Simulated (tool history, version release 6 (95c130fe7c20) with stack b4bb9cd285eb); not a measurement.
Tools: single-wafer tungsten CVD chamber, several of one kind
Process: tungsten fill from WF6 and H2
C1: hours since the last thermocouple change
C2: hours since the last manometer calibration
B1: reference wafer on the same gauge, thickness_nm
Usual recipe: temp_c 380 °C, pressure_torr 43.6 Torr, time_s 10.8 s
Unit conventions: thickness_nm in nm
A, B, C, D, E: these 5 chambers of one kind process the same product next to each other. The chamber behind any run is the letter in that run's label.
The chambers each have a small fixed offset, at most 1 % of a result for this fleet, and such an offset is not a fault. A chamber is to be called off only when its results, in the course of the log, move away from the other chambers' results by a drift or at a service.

{"run": "1E", "hour": 7.5, "temp_c": 380, "pressure_torr": 43.6, "time_s": 10.8, "C1": 395.0, "C2": 612.0, "B1": 27.689, "thickness_nm": 25.243}
{"run": "2A", "hour": 15.0, "temp_c": 380, "pressure_torr": 43.6, "time_s": 10.8, "C1": 605.2, "C2": 532.1, "B1": 27.702, "thickness_nm": 25.15}
{"run": "3B", "hour": 25.8, "temp_c": 380, "pressure_torr": 43.6, "time_s": 10.8, "C1": 2827.5, "C2": 434.6, "B1": 27.704, "thickness_nm": 25.089}
{"run": "4D", "hour": 34.9, "temp_c": 380, "pressure_torr": 43.6, "time_s": 10.8, "C1": 64.4, "C2": 742.3, "B1": 27.695, "thickness_nm": 25.434}
{"run": "5C", "hour": 41.6, "temp_c": 380, "pressure_torr": 43.6, "time_s": 10.8, "C1": 710.7, "C2": 2606.0, "B1": 27.692, "thickness_nm": 25.182}
{"run": "6A", "hour": 56.2, "temp_c": 380, "pressure_torr": 43.6, "time_s": 10.8, "C1": 646.4, "C2": 573.3, "B1": 27.684, "thickness_nm": 25.322}
{"run": "7E", "hour": 68.9, "temp_c": 380, "pressure_torr": 43.6, "time_s": 10.8, "C1": 456.4, "C2": 673.4, "B1": 27.698, "thickness_nm": 25.128}
{"run": "8B", "hour": 76.4, "temp_c": 380, "pressure_torr": 43.6, "time_s": 10.8, "C1": 2878.1, "C2": 485.2, "B1": 27.686, "thickness_nm": 25.064}
{"run": "9D", "hour": 89.1, "temp_c": 367, "pressure_torr": 53.5, "time_s": 10.8, "C1": 118.6, "C2": 796.5, "B1": 27.696, "thickness_nm": 21.278}
{"run": "10C", "hour": 97.1, "temp_c": 367, "pressure_torr": 53.5, "time_s": 10.8, "C1": 766.2, "C2": 2661.5, "B1": 27.69, "thickness_nm": 21.106}
{"run": "11D", "hour": 108.7, "temp_c": 367, "pressure_torr": 53.5, "time_s": 10.8, "C1": 138.2, "C2": 816.1, "B1": 27.701, "thickness_nm": 21.217}
{"run": "12B", "hour": 118.0, "temp_c": 367, "pressure_torr": 53.5, "time_s": 10.8, "C1": 2919.7, "C2": 526.8, "B1": 27.681, "thickness_nm": 21.089}
{"run": "13E", "hour": 129.8, "temp_c": 367, "pressure_torr": 53.5, "time_s": 10.8, "C1": 517.3, "C2": 734.3, "B1": 27.686, "thickness_nm": 21.109}
{"run": "14C", "hour": 137.9, "temp_c": 369, "pressure_torr": 43.6, "time_s": 10.8, "C1": 807.0, "C2": 2702.3, "B1": 27.697, "thickness_nm": 20.17}
{"run": "15A", "hour": 147.5, "temp_c": 369, "pressure_torr": 43.6, "time_s": 10.8, "C1": 737.7, "C2": 664.6, "B1": 27.696, "thickness_nm": 20.07}
{"run": "16B", "hour": 155.6, "temp_c": 369, "pressure_torr": 43.6, "time_s": 10.8, "C1": 2957.3, "C2": 564.4, "B1": 27.701, "thickness_nm": 20.046}
{"run": "17C", "hour": 164.1, "temp_c": 369, "pressure_torr": 43.6, "time_s": 10.8, "C1": 833.2, "C2": 2728.5, "B1": 27.694, "thickness_nm": 20.087}
{"run": "18D", "hour": 172.3, "temp_c": 369, "pressure_torr": 43.6, "time_s": 10.8, "C1": 201.8, "C2": 879.7, "B1": 27.697, "thickness_nm": 20.161}
{"run": "19A", "hour": 183.3, "temp_c": 380, "pressure_torr": 43.6, "time_s": 10.8, "C1": 773.5, "C2": 700.4, "B1": 27.696, "thickness_nm": 25.256}
{"run": "20E", "hour": 191.3, "temp_c": 380, "pressure_torr": 43.6, "time_s": 10.8, "C1": 578.8, "C2": 795.8, "B1": 27.696, "thickness_nm": 25.119}
{"run": "21B", "hour": 200.6, "temp_c": 380, "pressure_torr": 43.6, "time_s": 10.8, "C1": 3002.3, "C2": 609.4, "B1": 27.707, "thickness_nm": 25.059}
{"run": "22C", "hour": 210.0, "temp_c": 389, "pressure_torr": 43.6, "time_s": 10.8, "C1": 879.1, "C2": 2774.4, "B1": 27.701, "thickness_nm": 30.099}
{"run": "23D", "hour": 216.9, "temp_c": 389, "pressure_torr": 43.6, "time_s": 10.8, "C1": 246.4, "C2": 924.3, "B1": 27.677, "thickness_nm": 30.166}
{"run": "24E", "hour": 228.7, "temp_c": 389, "pressure_torr": 43.6, "time_s": 10.8, "C1": 616.2, "C2": 833.2, "B1": 27.685, "thickness_nm": 30.077}
{"run": "25A", "hour": 239.8, "temp_c": 389, "pressure_torr": 43.6, "time_s": 10.8, "C1": 830.0, "C2": 756.9, "B1": 27.694, "thickness_nm": 30.273}
{"hour": 240.2, "done": "chamber C: capacitance manometer re-zeroed and calibrated"}
{"run": "26D", "hour": 251.8, "temp_c": 389, "pressure_torr": 43.6, "time_s": 10.8, "C1": 281.3, "C2": 959.2, "B1": 27.693, "thickness_nm": 30.149}
{"run": "27C", "hour": 265.3, "temp_c": 380, "pressure_torr": 43.6, "time_s": 10.8, "C1": 934.4, "C2": 25.2, "B1": 27.691, "thickness_nm": 25.748}
{"hour": 271.9, "done": "chamber B: thermocouple changed; heater temperature recalibrated"}
{"run": "28A", "hour": 274.3, "temp_c": 380, "pressure_torr": 43.6, "time_s": 10.8, "C1": 864.5, "C2": 791.4, "B1": 27.692, "thickness_nm": 25.174}
{"run": "29B", "hour": 287.3, "temp_c": 380, "pressure_torr": 43.6, "time_s": 10.8, "C1": 15.5, "C2": 696.1, "B1": 27.703, "thickness_nm": 25.162}
{"run": "30E", "hour": 294.4, "temp_c": 380, "pressure_torr": 43.6, "time_s": 10.8, "C1": 681.9, "C2": 898.9, "B1": 27.699, "thickness_nm": 25.103}
{"run": "31C", "hour": 304.5, "temp_c": 380, "pressure_torr": 43.6, "time_s": 12.3, "C1": 973.6, "C2": 64.4, "B1": 27.712, "thickness_nm": 29.314}
{"run": "32A", "hour": 311.0, "temp_c": 380, "pressure_torr": 43.6, "time_s": 12.3, "C1": 901.2, "C2": 828.1, "B1": 27.7, "thickness_nm": 28.886}
{"run": "33E", "hour": 319.3, "temp_c": 380, "pressure_torr": 43.6, "time_s": 12.3, "C1": 706.8, "C2": 923.8, "B1": 27.702, "thickness_nm": 28.697}
{"run": "34D", "hour": 329.7, "temp_c": 380, "pressure_torr": 43.6, "time_s": 12.3, "C1": 359.2, "C2": 1037.1, "B1": 27.698, "thickness_nm": 28.859}
{"run": "35B", "hour": 339.4, "temp_c": 380, "pressure_torr": 43.6, "time_s": 12.3, "C1": 67.6, "C2": 748.2, "B1": 27.69, "thickness_nm": 28.724}
{"run": "36E", "hour": 350.8, "temp_c": 380, "pressure_torr": 43.6, "time_s": 10.8, "C1": 738.3, "C2": 955.3, "B1": 27.712, "thickness_nm": 25.124}
{"run": "37B", "hour": 365.0, "temp_c": 380, "pressure_torr": 33.2, "time_s": 12.5, "C1": 93.2, "C2": 773.8, "B1": 27.703, "thickness_nm": 25.676}
{"run": "38C", "hour": 371.5, "temp_c": 380, "pressure_torr": 33.2, "time_s": 12.5, "C1": 1040.6, "C2": 131.4, "B1": 27.699, "thickness_nm": 26.478}
{"run": "39A", "hour": 383.9, "temp_c": 380, "pressure_torr": 33.2, "time_s": 12.5, "C1": 974.1, "C2": 901.0, "B1": 27.695, "thickness_nm": 25.755}
{"run": "40D", "hour": 395.1, "temp_c": 380, "pressure_torr": 33.2, "time_s": 12.5, "C1": 424.6, "C2": 1102.5, "B1": 27.701, "thickness_nm": 25.826}
{"run": "41B", "hour": 402.3, "temp_c": 380, "pressure_torr": 33.2, "time_s": 12.5, "C1": 130.5, "C2": 811.1, "B1": 27.7, "thickness_nm": 25.757}
{"run": "42A", "hour": 409.4, "temp_c": 380, "pressure_torr": 43.6, "time_s": 10.8, "C1": 999.6, "C2": 926.5, "B1": 27.694, "thickness_nm": 25.245}
{"run": "43C", "hour": 417.9, "temp_c": 380, "pressure_torr": 43.6, "time_s": 10.8, "C1": 1087.0, "C2": 177.8, "B1": 27.689, "thickness_nm": 25.989}

Has any chamber moved away from the others, gradually or after a service, or does the common gauge drift, or do the chambers differ only by their own small steady offsets? State the chamber and the most likely cause if one applies.

After it was serviced, chamber C no longer matches the other chambers.
Likeliest cause: true pressure above the setpoint (%) = 5.5.

Chamber C could run next with any of the 4 candidate recipes listed below; each alters the usual settings, and their results appear as question marks. Which one brings its results back in line with what the other chambers deliver on the usual settings?
Allowed miss from the other chambers' usual-settings mean, per result, to count as in line: thickness_nm 0.270 nm
{"run": "44C-1", "hour": 428.6, "temp_c": 380, "pressure_torr": 43.5, "time_s": 10.8, "thickness_nm": "?"}
{"run": "44C-2", "hour": 428.6, "temp_c": 381, "pressure_torr": 43.6, "time_s": 10.8, "thickness_nm": "?"}
{"run": "44C-3", "hour": 428.6, "temp_c": 380, "pressure_torr": 41.3, "time_s": 10.8, "thickness_nm": "?"}
{"run": "44C-4", "hour": 428.6, "temp_c": 380, "pressure_torr": 43.7, "time_s": 10.8, "thickness_nm": "?"}

The mean the other chambers reach with the usual settings: thickness_nm 25.215 nm
run=44C-1 thickness_nm=25.812
run=44C-2 thickness_nm=26.359
run=44C-3 thickness_nm=25.210
run=44C-4 thickness_nm=25.866
The answer is 44C-3, which returns the chamber to within the allowed miss of the others.

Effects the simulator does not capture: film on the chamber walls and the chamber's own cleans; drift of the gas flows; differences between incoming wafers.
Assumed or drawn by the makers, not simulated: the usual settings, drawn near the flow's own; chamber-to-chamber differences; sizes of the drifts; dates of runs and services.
